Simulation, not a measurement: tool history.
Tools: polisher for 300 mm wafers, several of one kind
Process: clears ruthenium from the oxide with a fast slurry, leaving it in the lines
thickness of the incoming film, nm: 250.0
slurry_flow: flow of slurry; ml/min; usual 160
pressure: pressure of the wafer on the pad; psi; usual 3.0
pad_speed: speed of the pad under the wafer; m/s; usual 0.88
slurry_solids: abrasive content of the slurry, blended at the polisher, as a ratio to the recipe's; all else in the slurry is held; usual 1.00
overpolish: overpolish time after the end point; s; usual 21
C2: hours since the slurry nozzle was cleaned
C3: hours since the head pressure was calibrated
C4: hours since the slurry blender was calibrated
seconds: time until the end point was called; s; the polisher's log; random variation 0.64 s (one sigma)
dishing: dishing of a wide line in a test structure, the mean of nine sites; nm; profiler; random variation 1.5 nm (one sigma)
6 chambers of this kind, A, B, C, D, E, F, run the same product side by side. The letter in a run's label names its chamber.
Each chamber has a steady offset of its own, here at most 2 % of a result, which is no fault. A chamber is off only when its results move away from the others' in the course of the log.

At hour 6.9: chamber D: worn pad replaced by a new one.
Run 1F, hour 7.3: usual settings; wafers polished on this pad 300; C2 224.6; C3 626.1; C4 283.2. Result: seconds 63.801 s, dishing 65.492 nm.
At hour 13.6: chamber A: worn pad replaced by a new one.
Run 2B, hour 13.9: usual settings; wafers polished on this pad 422; C2 578.9; C3 288.1; C4 255.4. Result: seconds 64.412 s, dishing 64.195 nm.
At hour 16.6: chamber E: worn pad replaced by a new one.
Run 3C, hour 18.0: usual settings; wafers polished on this pad 301; C2 566.4; C3 1120.9; C4 25.2. Result: seconds 65.306 s, dishing 66.276 nm.
Run 4E, hour 22.6: usual settings; wafers polished on this pad 57; C2 53.7; C3 680.3; C4 85.3. Result: seconds 64.948 s, dishing 68.509 nm.
Run 5D, hour 29.0: usual settings; wafers polished on this pad 211; C2 140.3; C3 619.3; C4 68.8. Result: seconds 64.260 s, dishing 66.479 nm.
Run 6A, hour 35.0: usual settings; wafers polished on this pad 204; C2 396.8; C3 363.1; C4 259.6. Result: seconds 64.251 s, dishing 66.030 nm.
At hour 36.7: chamber B: worn pad replaced by a new one.
At hour 37.1: chamber E: head pressure recalibrated.
At hour 39.2: chamber B: slurry nozzle cleaned.
Run 7D, hour 42.4: usual settings; wafers polished on this pad 338; C2 153.7; C3 632.7; C4 82.2. Result: seconds 63.727 s, dishing 69.287 nm.
Run 8B, hour 46.7: usual settings; wafers polished on this pad 95; C2 7.6; C3 320.9; C4 288.2. Result: seconds 65.926 s, dishing 63.353 nm.
At hour 50.2: chamber F: slurry blender recalibrated.
Run 9C, hour 53.7: usual settings; wafers polished on this pad 641; C2 602.1; C3 1156.6; C4 60.9. Result: seconds 64.508 s, dishing 63.923 nm.
Run 10A, hour 58.6: usual settings; wafers polished on this pad 429; C2 420.4; C3 386.7; C4 283.2. Result: seconds 64.473 s, dishing 63.882 nm.
Run 11E, hour 61.9: usual settings; wafers polished on this pad 431; C2 93.0; C3 24.8; C4 124.6. Result: seconds 65.285 s, dishing 64.011 nm.
Run 12F, hour 66.9: usual settings but slurry_flow 210 ml/min, slurry_solids 0.75; wafers polished on this pad 868; C2 284.2; C3 685.7; C4 16.8. Result: seconds 69.837 s, dishing 59.537 nm.
Run 13D, hour 70.4: usual settings but slurry_flow 210 ml/min, slurry_solids 0.75; wafers polished on this pad 605; C2 181.7; C3 660.7; C4 110.2. Result: seconds 70.673 s, dishing 60.172 nm.
At hour 72.7: chamber D: worn pad replaced by a new one.
Run 14F, hour 73.7: usual settings but slurry_flow 210 ml/min, slurry_solids 0.75; wafers polished on this pad 933; C2 291.0; C3 692.5; C4 23.6. Result: seconds 69.052 s, dishing 57.743 nm.
At hour 77.6: chamber A: worn pad replaced by a new one.
Run 15B, hour 79.6: usual settings but slurry_flow 210 ml/min, slurry_solids 0.75; wafers polished on this pad 409; C2 40.5; C3 353.8; C4 321.1. Result: seconds 72.777 s, dishing 62.427 nm.
At hour 84.0: chamber B: slurry blender recalibrated.
Run 16E, hour 85.9: usual settings but slurry_flow 210 ml/min, slurry_solids 0.75; wafers polished on this pad 660; C2 117.0; C3 48.8; C4 148.6. Result: seconds 70.664 s, dishing 58.676 nm.
Run 17C, hour 89.7: usual settings but slurry_flow 210 ml/min, slurry_solids 0.75; wafers polished on this pad 984; C2 638.1; C3 1192.6; C4 96.9. Result: seconds 72.046 s, dishing 59.068 nm.
At hour 93.3: chamber E: slurry blender recalibrated.
Run 18A, hour 95.0: usual settings; wafers polished on this pad 166; C2 456.8; C3 423.1; C4 319.6. Result: seconds 64.802 s, dishing 61.597 nm.
At hour 95.4: chamber F: worn pad replaced by a new one.
At hour 99.5: chamber A: head pressure recalibrated.
Run 19C, hour 99.6: usual settings; wafers polished on this pad 1078; C2 648.0; C3 1202.5; C4 106.8. Result: seconds 65.676 s, dishing 64.109 nm.
At hour 103.9: chamber D: slurry blender recalibrated.
Run 20D, hour 106.7: usual settings but pressure 3.5 psi, pad_speed 0.76 m/s; wafers polished on this pad 324; C2 218.0; C3 697.0; C4 2.8. Result: seconds 63.544 s, dishing 63.937 nm.
At hour 112.4: chamber B: worn pad replaced by a new one.
Run 21B, hour 113.4: usual settings but pressure 3.5 psi, pad_speed 0.76 m/s; wafers polished on this pad 10; C2 74.3; C3 387.6; C4 29.5. Result: seconds 64.743 s, dishing 65.157 nm.
Run 22A, hour 117.5: usual settings but pressure 3.5 psi, pad_speed 0.76 m/s; wafers polished on this pad 380; C2 479.3; C3 18.1; C4 342.1. Result: seconds 63.652 s, dishing 65.096 nm.
At hour 119.6: chamber C: worn pad replaced by a new one.
Run 23E, hour 123.1: usual settings but pressure 3.5 psi, pad_speed 0.76 m/s; wafers polished on this pad 1015; C2 154.2; C3 86.0; C4 29.9. Result: seconds 63.654 s, dishing 66.988 nm.
At hour 127.8: chamber E: worn pad replaced by a new one.
At hour 129.2: chamber D: worn pad replaced by a new one.
Run 24F, hour 129.2: usual settings but pressure 3.5 psi, pad_speed 0.76 m/s; wafers polished on this pad 322; C2 346.5; C3 748.0; C4 79.1. Result: seconds 62.803 s, dishing 64.954 nm.
Run 25B, hour 135.8: usual settings but pressure 3.5 psi, pad_speed 0.76 m/s; wafers polished on this pad 223; C2 96.7; C3 410.0; C4 51.9. Result: seconds 64.339 s, dishing 66.515 nm.
Run 26E, hour 139.3: usual settings; wafers polished on this pad 110; C2 170.4; C3 102.2; C4 46.1. Result: seconds 64.097 s, dishing 64.791 nm.
At hour 141.1: chamber A: worn pad replaced by a new one.
Run 27A, hour 143.6: usual settings but pressure 2.0 psi, pad_speed 1.12 m/s; wafers polished on this pad 24; C2 505.4; C3 44.2; C4 368.2. Result: seconds 75.886 s, dishing 55.086 nm.
Run 28D, hour 147.0: usual settings but pressure 2.0 psi, pad_speed 1.12 m/s; wafers polished on this pad 169; C2 258.3; C3 737.3; C4 43.1. Result: seconds 75.096 s, dishing 57.280 nm.
Run 29C, hour 152.8: usual settings but pressure 2.0 psi, pad_speed 1.12 m/s; wafers polished on this pad 317; C2 701.2; C3 1255.7; C4 160.0. Result: seconds 75.406 s, dishing 57.961 nm.
Run 30F, hour 158.3: usual settings but pressure 2.0 psi, pad_speed 1.12 m/s; wafers polished on this pad 600; C2 375.6; C3 777.1; C4 108.2. Result: seconds 73.261 s, dishing 57.750 nm.
Run 31F, hour 164.9: usual settings but pressure 2.0 psi, pad_speed 1.12 m/s; wafers polished on this pad 662; C2 382.2; C3 783.7; C4 114.8. Result: seconds 73.128 s, dishing 57.074 nm.
Run 32A, hour 171.8: usual settings but pressure 2.0 psi, pad_speed 1.12 m/s; wafers polished on this pad 293; C2 533.6; C3 72.4; C4 396.4. Result: seconds 74.777 s, dishing 55.202 nm.
At hour 173.1: chamber B: worn pad replaced by a new one.
At hour 176.6: chamber C: head pressure recalibrated.
Run 33D, hour 177.2: usual settings but slurry_flow 190 ml/min; wafers polished on this pad 457; C2 288.5; C3 767.5; C4 73.3. Result: seconds 63.094 s, dishing 67.502 nm.
Run 34C, hour 183.7: usual settings but slurry_flow 190 ml/min; wafers polished on this pad 611; C2 732.1; C3 7.1; C4 190.9. Result: seconds 63.418 s, dishing 66.901 nm.
Run 35B, hour 190.6: usual settings but slurry_flow 190 ml/min; wafers polished on this pad 167; C2 151.5; C3 464.8; C4 106.7. Result: seconds 62.772 s, dishing 66.388 nm.
Run 36E, hour 195.9: usual settings but slurry_flow 190 ml/min; wafers polished on this pad 649; C2 227.0; C3 158.8; C4 102.7. Result: seconds 61.660 s, dishing 68.896 nm.
Run 37A, hour 200.8: usual settings but slurry_flow 190 ml/min; wafers polished on this pad 569; C2 562.6; C3 101.4; C4 425.4. Result: seconds 63.883 s, dishing 68.106 nm.
Run 38B, hour 207.3: usual settings but slurry_flow 190 ml/min; wafers polished on this pad 326; C2 168.2; C3 481.5; C4 123.4. Result: seconds 63.004 s, dishing 68.172 nm.

What goes on in this fleet: one chamber off, a drifting gauge, or nothing beyond the chambers' own small offsets? Name the chamber and the cause, if any.

No chamber stands off beyond its own small offset, and the gauge holds steady.
